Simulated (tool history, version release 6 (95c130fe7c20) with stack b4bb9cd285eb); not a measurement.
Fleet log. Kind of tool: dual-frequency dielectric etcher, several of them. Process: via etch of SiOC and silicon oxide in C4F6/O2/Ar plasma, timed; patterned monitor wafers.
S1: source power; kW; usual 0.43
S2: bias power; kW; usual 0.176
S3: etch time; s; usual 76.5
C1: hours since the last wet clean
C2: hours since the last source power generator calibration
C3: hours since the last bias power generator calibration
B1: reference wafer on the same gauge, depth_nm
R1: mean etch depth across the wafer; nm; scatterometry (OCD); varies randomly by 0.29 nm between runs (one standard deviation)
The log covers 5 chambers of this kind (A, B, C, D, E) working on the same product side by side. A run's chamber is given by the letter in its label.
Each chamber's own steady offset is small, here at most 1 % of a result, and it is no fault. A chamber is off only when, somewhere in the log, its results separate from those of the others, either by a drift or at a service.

run 1C day=0.217 | S1=0.43 S2=0.176 S3=76.5 | C1=214.6 C2=2082.2 C3=1189.5 | B1=71.598 | R1=88.42
run 2D day=0.492 | S1=0.43 S2=0.176 S3=76.5 | C1=218.2 C2=1700.1 C3=2858.6 | B1=71.616 | R1=87.668
run 3A day=0.775 | S1=0.43 S2=0.176 S3=76.5 | C1=389.7 C2=1593 C3=1614.4 | B1=71.563 | R1=87.752
-- day=1.004 chamber E: wet clean of the chamber
run 4E day=1.033 | S1=0.43 S2=0.176 S3=76.5 | C1=0.7 C2=2124 C3=508.8 | B1=71.566 | R1=87.787
run 5B day=1.196 | S1=0.51 S2=0.176 S3=76.5 | C1=245.2 C2=273.7 C3=4015.3 | B1=71.607 | R1=94.039
run 6C day=1.488 | S1=0.51 S2=0.176 S3=76.5 | C1=245.1 C2=2112.7 C3=1220 | B1=71.583 | R1=94.344
run 7A day=1.742 | S1=0.51 S2=0.176 S3=76.5 | C1=412.9 C2=1616.2 C3=1637.6 | B1=71.604 | R1=93.502
run 8D day=2.012 | S1=0.51 S2=0.176 S3=76.5 | C1=254.7 C2=1736.6 C3=2895.1 | B1=71.563 | R1=93.416
run 9E day=2.308 | S1=0.51 S2=0.176 S3=76.5 | C1=31.3 C2=2154.6 C3=539.4 | B1=71.606 | R1=93.757
run 10B day=2.567 | S1=0.43 S2=0.176 S3=76.5 | C1=278.1 C2=306.6 C3=4048.2 | B1=71.595 | R1=88.652
-- day=2.733 chamber E: source power generator calibrated
run 11A day=2.771 | S1=0.43 S2=0.176 S3=76.5 | C1=437.6 C2=1640.9 C3=1662.3 | B1=71.565 | R1=87.194
run 12C day=2.971 | S1=0.43 S2=0.176 S3=76.5 | C1=280.7 C2=2148.3 C3=1255.6 | B1=71.624 | R1=87.824
run 13D day=3.2 | S1=0.5 S2=0.176 S3=95 | C1=283.2 C2=1765.1 C3=2923.6 | B1=71.614 | R1=115.65
run 14B day=3.442 | S1=0.5 S2=0.176 S3=95 | C1=299.1 C2=327.6 C3=4069.2 | B1=71.643 | R1=116.3
run 15E day=3.596 | S1=0.5 S2=0.176 S3=95 | C1=62.2 C2=20.7 C3=570.3 | B1=71.614 | R1=115.88
run 16D day=3.875 | S1=0.5 S2=0.176 S3=95 | C1=299.4 C2=1781.3 C3=2939.8 | B1=71.607 | R1=115.53
run 17E day=4.046 | S1=0.5 S2=0.176 S3=95 | C1=73 C2=31.5 C3=581.1 | B1=71.546 | R1=115.17
run 18B day=4.179 | S1=0.43 S2=0.176 S3=76.5 | C1=316.8 C2=345.3 C3=4086.9 | B1=71.676 | R1=88.284
run 19C day=4.388 | S1=0.43 S2=0.176 S3=76.5 | C1=314.7 C2=2182.3 C3=1289.6 | B1=71.53 | R1=87.512
-- day=4.542 chamber A: wet clean of the chamber
run 20A day=4.608 | S1=0.43 S2=0.176 S3=76.5 | C1=1.6 C2=1685 C3=1706.4 | B1=71.553 | R1=87.351
run 21E day=4.829 | S1=0.43 S2=0.176 S3=76.5 | C1=91.8 C2=50.3 C3=599.9 | B1=71.61 | R1=88.115
run 22C day=5.004 | S1=0.53 S2=0.176 S3=62 | C1=329.5 C2=2197.1 C3=1304.4 | B1=71.569 | R1=77.632
run 23D day=5.267 | S1=0.53 S2=0.176 S3=62 | C1=332.8 C2=1814.7 C3=2973.2 | B1=71.68 | R1=77.665
run 24B day=5.446 | S1=0.53 S2=0.176 S3=62 | C1=347.2 C2=375.7 C3=4117.3 | B1=71.569 | R1=77.316
run 25A day=5.679 | S1=0.53 S2=0.176 S3=62 | C1=27.3 C2=1710.7 C3=1732.1 | B1=71.573 | R1=76.46
run 26B day=5.846 | S1=0.53 S2=0.176 S3=62 | C1=356.8 C2=385.3 C3=4126.9 | B1=71.62 | R1=77.835
run 27D day=6.021 | S1=0.43 S2=0.176 S3=76.5 | C1=350.9 C2=1832.8 C3=2991.3 | B1=71.644 | R1=88.063
run 28A day=6.292 | S1=0.43 S2=0.176 S3=76.5 | C1=42 C2=1725.4 C3=1746.8 | B1=71.645 | R1=87.387
-- day=6.346 chamber B: bias power generator calibrated
run 29E day=6.492 | S1=0.43 S2=0.176 S3=76.5 | C1=131.7 C2=90.2 C3=639.8 | B1=71.678 | R1=87.193
run 30C day=6.704 | S1=0.43 S2=0.176 S3=76.5 | C1=370.3 C2=2237.9 C3=1345.2 | B1=71.573 | R1=87.584
run 31E day=6.992 | S1=0.43 S2=0.176 S3=76.5 | C1=143.7 C2=102.2 C3=651.8 | B1=71.567 | R1=87.857
run 32B day=7.271 | S1=0.43 S2=0.176 S3=76.5 | C1=391 C2=419.5 C3=22.3 | B1=71.651 | R1=87.944
run 33D day=7.558 | S1=0.43 S2=0.176 S3=90.5 | C1=387.8 C2=1869.7 C3=3028.2 | B1=71.582 | R1=104.26
-- day=7.721 chamber C: wet clean of the chamber
run 34C day=7.783 | S1=0.43 S2=0.176 S3=90.5 | C1=1.5 C2=2263.8 C3=1371.1 | B1=71.584 | R1=104.41

Decide between three cases: one chamber stands off from its peers, the gauge reading all wafers drifts, or nothing is wrong past each chamber's small offset. Where a chamber is off, say which and what most likely put it there.

All chambers stay in line apart from their small fixed offsets, and the gauge does not drift.

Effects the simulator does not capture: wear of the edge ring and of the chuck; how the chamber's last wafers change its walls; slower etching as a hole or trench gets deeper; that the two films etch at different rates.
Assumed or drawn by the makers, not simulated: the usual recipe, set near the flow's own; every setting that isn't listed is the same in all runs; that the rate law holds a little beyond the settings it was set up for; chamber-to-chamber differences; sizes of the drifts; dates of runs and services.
